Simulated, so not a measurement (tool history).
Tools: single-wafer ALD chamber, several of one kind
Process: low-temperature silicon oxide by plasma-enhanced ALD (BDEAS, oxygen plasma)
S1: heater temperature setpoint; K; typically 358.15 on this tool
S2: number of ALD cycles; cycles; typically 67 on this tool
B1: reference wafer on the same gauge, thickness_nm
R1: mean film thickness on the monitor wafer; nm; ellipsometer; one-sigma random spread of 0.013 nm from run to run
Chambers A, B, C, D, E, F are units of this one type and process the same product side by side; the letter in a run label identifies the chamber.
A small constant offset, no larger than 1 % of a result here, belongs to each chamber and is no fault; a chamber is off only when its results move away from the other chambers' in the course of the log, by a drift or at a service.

run	hour	S1	S2	B1	R1
1B	14.7	358.15	67	10.399	10.013
2D	27.8	358.15	67	10.407	10.088
3C	37.9	358.15	67	10.403	10.155
4F	45.4	358.15	67	10.404	10.117
5E	59.2	358.15	67	10.404	10.061
6A	74.4	358.15	67	10.408	10.092
7B	88	358.15	67	10.408	10.044
8A	102.3	358.15	67	10.408	10.07
9D	112.1	358.15	67	10.411	10.12
10F	125.3	358.15	67	10.417	10.102
11C	132.6	358.15	67	10.416	10.127
12E	143.5	343.15	77	10.419	12.189
13A	152.2	343.15	77	10.419	12.2
14E	167.6	343.15	77	10.419	12.155
# hour 176.3: chamber E: thermocouple changed; heater temperature recalibrated
15C	179.8	343.15	77	10.423	12.263
16F	187.3	343.15	77	10.42	12.227
17B	198.9	343.15	77	10.423	12.13
18D	214.3	358.15	67	10.42	10.118
19C	225	358.15	67	10.425	10.129
20A	232.7	349.15	67	10.426	10.399
21F	243.7	349.15	67	10.432	10.43
22D	258.1	349.15	67	10.431	10.432
23B	272.9	349.15	67	10.431	10.363
24E	287	349.15	67	10.436	10.37
25D	302.2	349.15	67	10.438	10.449
# hour 306.6: chamber D: thermocouple changed; heater temperature recalibrated
26A	316.2	358.15	67	10.44	10.11
27F	331.5	347.15	67	10.437	10.538
28C	342.9	347.15	67	10.437	10.539
29E	355.9	347.15	67	10.443	10.448
30B	370.2	347.15	67	10.442	10.43
31A	377.4	347.15	67	10.443	10.52
32C	387.1	347.15	67	10.446	10.535
# hour 390.9: chamber A: thermocouple changed; heater temperature recalibrated
33F	396.4	358.15	67	10.445	10.163
34B	410.6	370.15	67	10.447	9.644
35D	424.5	370.15	67	10.447	9.7114
36E	431.7	370.15	67	10.456	9.6634
37B	438.6	370.15	67	10.447	9.6442
38C	454.4	370.15	67	10.452	9.7641
39A	467.6	370.15	67	10.455	9.7503
40E	477	358.15	67	10.455	10.084

Is one chamber out of step, is the gauge drifting, or do the chambers differ by no more than their own small offsets? For an off chamber, give its letter and the likeliest cause.

None of the chambers is off. What moves is the gauge, dragging all their readings along together.
What lies behind it: gauge reads high (%) = 0.546.

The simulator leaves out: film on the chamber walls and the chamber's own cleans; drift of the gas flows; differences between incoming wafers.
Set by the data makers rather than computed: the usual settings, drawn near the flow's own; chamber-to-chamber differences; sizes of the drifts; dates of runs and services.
